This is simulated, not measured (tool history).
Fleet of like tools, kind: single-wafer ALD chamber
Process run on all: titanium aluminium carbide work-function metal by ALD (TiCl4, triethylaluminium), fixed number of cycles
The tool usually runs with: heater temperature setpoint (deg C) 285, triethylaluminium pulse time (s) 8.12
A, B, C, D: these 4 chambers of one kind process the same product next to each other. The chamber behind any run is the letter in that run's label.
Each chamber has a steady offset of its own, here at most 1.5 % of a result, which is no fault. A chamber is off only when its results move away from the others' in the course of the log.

run,hour,heater temperature setpoint (deg C),triethylaluminium pulse time (s),"read-back reference wafer on the same gauge, thickness_nm",mean film thickness on the monitor wafer (angstrom)
1D,2.8,285,8.12,1.4694,17.991
2C,5.2,285,8.12,1.4696,18.068
# hour 9.8: chamber C: triethylaluminium bottle replaced
3A,9.8,285,8.12,1.4723,18.369
4B,14.5,285,8.12,1.4712,18.056
5B,18,285,8.12,1.4702,18.097
6D,22.2,285,8.12,1.4679,18.068
7C,25.6,285,8.12,1.4707,18.137
8A,28,285,8.12,1.4704,18.518
9A,31.2,285,8.12,1.4693,18.405
10C,34.3,285,8.12,1.4693,18.285
11B,38,285,8.12,1.4681,18.077
12D,41,285,8.12,1.4717,17.844
13D,43.7,285,8.12,1.471,17.954
14B,48.2,285,8.12,1.4682,18.052
15C,52.6,285,10.42,1.4693,18.875
16A,57.4,285,10.42,1.4696,18.991
17D,59.8,285,10.42,1.4699,18.674
18B,63.9,285,10.42,1.4705,18.735
19A,68.3,285,8.12,1.4718,18.287
20C,71.4,285,8.12,1.4729,18.175
21C,75.1,285,5.07,1.4703,15.982
22A,78.4,285,5.07,1.4708,16.181
23B,80.9,285,5.07,1.4697,15.891
24D,83.7,285,5.07,1.4685,15.768
25D,86.9,285,8.12,1.4695,18.074
26C,89,285,8.12,1.4715,18.054
27B,92.9,294,6.33,1.4701,17.697
28A,97,294,6.33,1.4691,18.018
29B,100.7,294,6.33,1.469,18.005
30D,104.3,294,6.33,1.4683,17.609
31A,108.4,285,10.79,1.4699,19.224
32C,113.1,285,10.79,1.4695,18.596
33C,115.4,285,10.79,1.4698,18.747

Read the log: is a single chamber off, either drifting away or since a service, is the gauge that measures every chamber drifting, or is nothing wrong beyond small per-chamber offsets? Name any odd chamber and what most likely caused it.

Neither any chamber nor the gauge drifts; the chambers differ only by their own small, steady offsets.

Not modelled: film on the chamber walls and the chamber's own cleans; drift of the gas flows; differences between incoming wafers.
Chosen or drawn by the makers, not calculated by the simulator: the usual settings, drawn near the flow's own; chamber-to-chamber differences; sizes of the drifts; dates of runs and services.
